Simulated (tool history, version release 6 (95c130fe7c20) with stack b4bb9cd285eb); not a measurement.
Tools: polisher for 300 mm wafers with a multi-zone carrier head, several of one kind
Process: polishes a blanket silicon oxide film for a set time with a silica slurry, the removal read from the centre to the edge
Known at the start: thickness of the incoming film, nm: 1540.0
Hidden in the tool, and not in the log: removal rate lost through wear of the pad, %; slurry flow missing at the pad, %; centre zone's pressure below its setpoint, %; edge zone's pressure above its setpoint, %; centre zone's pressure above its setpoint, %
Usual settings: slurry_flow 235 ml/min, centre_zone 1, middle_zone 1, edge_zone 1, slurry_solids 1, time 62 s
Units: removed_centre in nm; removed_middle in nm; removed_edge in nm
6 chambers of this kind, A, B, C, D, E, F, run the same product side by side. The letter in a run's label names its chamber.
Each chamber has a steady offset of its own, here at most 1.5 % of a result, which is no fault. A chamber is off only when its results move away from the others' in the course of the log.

run   hour  slurry_flow  centre_zone  middle_zone  edge_zone  slurry_solids  time  wafers polished on this pad  hours since the slurry nozzle was cleaned  hours since the centre zone pressure was calibrated  hours since the edge zone pressure was calibrated  removed_centre  removed_middle  removed_edge
       2.1  -- chamber B: worn pad replaced by a new one
 1F    5.7          235            1            1          1              1    62                          453                                      415.1                                                 66.6                                               43.2          256.81          255.75        262.17
 2B    9.4          235            1            1          1              1    62                          117                                      264.1                                                508.6                                              225.5          254.92          260.95        260.07
      14.2  -- chamber D: edge zone pressure recalibrated
 3D   14.5          235            1            1          1              1    62                          746                                       18.3                                                 70.5                                                0.3          257.65          260.29        257.76
      16.2  -- chamber E: slurry nozzle cleaned
 4A   19.5          235            1            1          1              1    62                         1013                                       94.7                                                812.1                                              565.5          254.61           256.1        259.07
      22.5  -- chamber E: worn pad replaced by a new one
 5C   22.9          235            1            1          1              1    62                          424                                      283.8                                               1112.9                                              483.9          258.59          254.79        257.07
 6E   28.3          235            1            1          1              1    62                           92                                       12.1                                                433.7                                              173.7          253.05          256.28        255.55
      32.7  -- chamber D: worn pad replaced by a new one
      33.3  -- chamber C: edge zone pressure recalibrated
 7A   34.2          235         1.11            1       0.94              1    62                         1246                                      109.4                                                826.8                                              580.2          290.16          261.87        248.12
      35.5  -- chamber F: worn pad replaced by a new one
 8F   37.8          235         1.11            1       0.94              1    62                           37                                      447.2                                                 98.7                                               75.3          291.01          257.68        250.53
      38.3  -- chamber C: worn pad replaced by a new one
      40.7  -- chamber A: worn pad replaced by a new one
 9D   42.1          235         1.11            1       0.94              1    62                          149                                       45.9                                                 98.1                                               27.9          284.49          259.66        253.81
10E   47.2          235         1.11            1       0.94              1    62                          393                                         31                                                452.6                                              192.6          286.08          256.13        247.92
11C   52.6          235         1.11            1       0.94              1    62                          227                                      313.5                                               1142.6                                               19.3          288.25          259.21        249.25
12B   56.7          235         1.11            1       0.94              1    62                          868                                      311.4                                                555.9                                              272.8          282.28          256.67        248.96
13A   59.4          235            1            1          1              1    62                          297                                      134.6                                                  852                                              605.4          257.34          257.93        258.42
14B   62.2          235            1            1          1              1    62                          956                                      316.9                                                561.4                                              278.3          258.16           263.1        256.48
      62.8  -- chamber B: worn pad replaced by a new one
      68.1  -- chamber A: centre zone pressure recalibrated
15C   68.3          300            1            1          1              1    79                          477                                      329.2                                               1158.3                                                 35          339.55          338.06        331.39
      69.1  -- chamber E: worn pad replaced by a new one
16D     72          300            1            1          1              1    79                          624                                       75.8                                                  128                                               57.8          337.44          341.64         339.1
      73.5  -- chamber B: edge zone pressure recalibrated
17F   75.7          300            1            1          1              1    79                          639                                      485.1                                                136.6                                              113.2          334.56          332.46        334.03
18E   81.7          300            1            1          1              1    79                          201                                       65.5                                                487.1                                              227.1          334.32          343.18        327.69
      82.4  -- chamber B: centre zone pressure recalibrated
      84.1  -- chamber C: worn pad replaced by a new one
19E   87.4          300            1            1          1              1    79                          291                                       71.2                                                492.8                                              232.8          334.47          336.25        333.15
      90.1  -- chamber A: edge zone pressure recalibrated
20D     92          300            1            1          1              1    79                          942                                       95.8                                                  148                                               77.8          337.38          343.73        341.23
      97.8  -- chamber F: worn pad replaced by a new one
21B   97.9          235            1            1          1              1    62                          558                                      352.6                                                 15.5                                               24.5          250.83          262.08        256.42
     102.2  -- chamber D: worn pad replaced by a new one
22F    104          235            1            1          1              1    62                           99                                      513.4                                                164.9                                              141.5          256.22          253.98        262.26
23A  108.2          235            1            1          1              1    62                         1073                                      183.4                                                 40.2                                               18.2          235.06          262.31        260.56
24C  113.2          235            1            1          1              1    62                          463                                      374.1                                               1203.2                                               79.9          253.27          255.97        255.44
       118  -- chamber B: worn pad replaced by a new one
25B  118.2          235            1            1          1              1    62                            4                                      372.9                                                 35.8                                               44.8          255.52          262.15        258.61
     121.2  -- chamber E: worn pad replaced by a new one
     122.5  -- chamber A: worn pad replaced by a new one
26A    123          235            1            1          1              1    62                            8                                      198.2                                                   55                                                 33           230.7          255.35        259.21
27F  125.9          235            1            1          1              1    62                          447                                      535.3                                                186.8                                              163.4          254.49          251.66         255.1
     126.9  -- chamber C: worn pad replaced by a new one
28C  130.6          235            1            1          1              1    62                           60                                      391.5                                               1220.6                                               97.3          256.51          259.61        258.14
29D  136.1          235            1            1          1              1    62                          539                                      139.9                                                192.1                                              121.9          254.67          263.27        255.73
30E    139          235            1            1          1              1    62                          283                                      122.8                                                544.4                                              284.4          257.66          256.37        255.21
31E    142          235            1            1          1              1    62                          331                                      125.8                                                547.4                                              287.4          255.96          252.72        257.08
32D  146.9          235            1            1          1              1    62                          711                                      150.7                                                202.9                                              132.7          255.75          256.69        262.09
     151.1  -- chamber C: slurry nozzle cleaned
33B  151.2          235            1            1          1              1    62                          528                                      405.9                                                 68.8                                               77.8          252.08           264.1        255.86
34C  156.7          235            1            1          1              1    62                          474                                        5.7                                               1246.7                                              123.4          253.72          251.24        255.18
     159.3  -- chamber F: worn pad replaced by a new one
35A  159.6          235            1            1          1              1    62                          589                                      234.8                                                 91.6                                               69.6          231.66          261.11        260.23
36F    164          235            1            1          1              1    62                           75                                      573.4                                                224.9                                              201.5          257.28          258.48        260.35

All 6 chambers run these settings next. Forecast each chamber's results:
37A  168.4          235            1            1          1              1    62                                                                                                                                                                                               ?               ?             ?
37B  168.4          235            1            1          1              1    62                                                                                                                                                                                               ?               ?             ?
37C  168.4          235            1            1          1              1    62                                                                                                                                                                                               ?               ?             ?
37D  168.4          235            1            1          1              1    62                                                                                                                                                                                               ?               ?             ?
37E  168.4          235            1            1          1              1    62                                                                                                                                                                                               ?               ?             ?
37F  168.4          235            1            1          1              1    62                                                                                                                                                                                               ?               ?             ?

run  removed_centre  removed_middle  removed_edge
37A             234          255.94        258.94
37B          255.75          258.14         258.7
37C          256.35          260.93        254.77
37D          254.99          258.73        258.43
37E          255.59           261.2        253.34
37F          256.66          259.48        258.52

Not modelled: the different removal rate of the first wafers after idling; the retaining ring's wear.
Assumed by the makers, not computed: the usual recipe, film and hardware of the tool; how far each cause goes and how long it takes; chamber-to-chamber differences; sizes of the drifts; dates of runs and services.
